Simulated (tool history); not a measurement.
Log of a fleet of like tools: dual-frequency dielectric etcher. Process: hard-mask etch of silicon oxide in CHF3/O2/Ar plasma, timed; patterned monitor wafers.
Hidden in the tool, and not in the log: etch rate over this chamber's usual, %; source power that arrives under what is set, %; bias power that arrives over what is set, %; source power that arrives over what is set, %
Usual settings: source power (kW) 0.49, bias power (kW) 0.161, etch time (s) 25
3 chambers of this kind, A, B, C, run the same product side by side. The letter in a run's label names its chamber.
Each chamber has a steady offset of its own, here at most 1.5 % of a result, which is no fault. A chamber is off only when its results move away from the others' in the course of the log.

| run | hour | source power (kW) | bias power (kW) | etch time (s) | hours since the last wet clean | hours since the last source power generator calibration | hours since the last bias power generator calibration | read-back reference wafer on the same gauge, depth_nm | mean etch depth across the wafer (nm) |
|---|---|---|---|---|---|---|---|---|---|
| 1B | 10.4 | 0.49 | 0.161 | 25 | 249.6 | 773.3 | 979.2 | 47.387 | 44.402 |
|  | 20.2 | chamber C: wet clean of the chamber |
| 2C | 22.3 | 0.49 | 0.161 | 25 | 2.1 | 1572.5 | 978.3 | 47.361 | 44.59 |
| 3A | 37.2 | 0.49 | 0.161 | 25 | 87.6 | 4021.7 | 3633.3 | 47.348 | 44.186 |
| 4B | 46.5 | 0.49 | 0.161 | 25 | 285.7 | 809.4 | 1015.3 | 47.342 | 44.343 |
| 5C | 53.7 | 0.49 | 0.161 | 25 | 33.5 | 1603.9 | 1009.7 | 47.322 | 44.616 |
| 6A | 67.6 | 0.49 | 0.161 | 25 | 118 | 4052.1 | 3663.7 | 47.3 | 44.382 |
| 7A | 77.6 | 0.49 | 0.161 | 25 | 128 | 4062.1 | 3673.7 | 47.299 | 44.133 |
| 8C | 87.7 | 0.49 | 0.161 | 25 | 67.5 | 1637.9 | 1043.7 | 47.294 | 44.545 |
| 9B | 100.4 | 0.49 | 0.161 | 25 | 339.6 | 863.3 | 1069.2 | 47.264 | 44.273 |
| 10C | 114.4 | 0.49 | 0.126 | 25 | 94.2 | 1664.6 | 1070.4 | 47.28 | 41.124 |
| 11B | 128.8 | 0.49 | 0.126 | 25 | 368 | 891.7 | 1097.6 | 47.247 | 41.019 |
| 12A | 143 | 0.49 | 0.126 | 25 | 193.4 | 4127.5 | 3739.1 | 47.215 | 40.839 |
| 13A | 154.2 | 0.49 | 0.161 | 25 | 204.6 | 4138.7 | 3750.3 | 47.203 | 44.278 |
| 14C | 165.1 | 0.49 | 0.161 | 25 | 144.9 | 1715.3 | 1121.1 | 47.19 | 44.398 |
| 15B | 179.8 | 0.49 | 0.161 | 25 | 419 | 942.7 | 1148.6 | 47.171 | 44.266 |
| 16A | 188.7 | 0.49 | 0.129 | 22.5 | 239.1 | 4173.2 | 3784.8 | 47.148 | 36.989 |
| 17B | 198.5 | 0.49 | 0.129 | 22.5 | 437.7 | 961.4 | 1167.3 | 47.134 | 37.008 |
| 18C | 208.1 | 0.49 | 0.129 | 22.5 | 187.9 | 1758.3 | 1164.1 | 47.138 | 37.09 |
| 19B | 220 | 0.49 | 0.161 | 25 | 459.2 | 982.9 | 1188.8 | 47.102 | 44.188 |
| 20A | 230.4 | 0.49 | 0.161 | 25 | 280.8 | 4214.9 | 3826.5 | 47.102 | 44.2 |

Next, every chamber runs the same settings. What will each give?
| 21A | 241.3 | 0.49 | 0.161 | 25 |  |  |  |  | ? |
| 21B | 241.3 | 0.49 | 0.161 | 25 |  |  |  |  | ? |
| 21C | 241.3 | 0.49 | 0.161 | 25 |  |  |  |  | ? |

| run | mean etch depth across the wafer (nm) |
|---|---|
| 21A | 44.172 |
| 21B | 44.203 |
| 21C | 44.26 |

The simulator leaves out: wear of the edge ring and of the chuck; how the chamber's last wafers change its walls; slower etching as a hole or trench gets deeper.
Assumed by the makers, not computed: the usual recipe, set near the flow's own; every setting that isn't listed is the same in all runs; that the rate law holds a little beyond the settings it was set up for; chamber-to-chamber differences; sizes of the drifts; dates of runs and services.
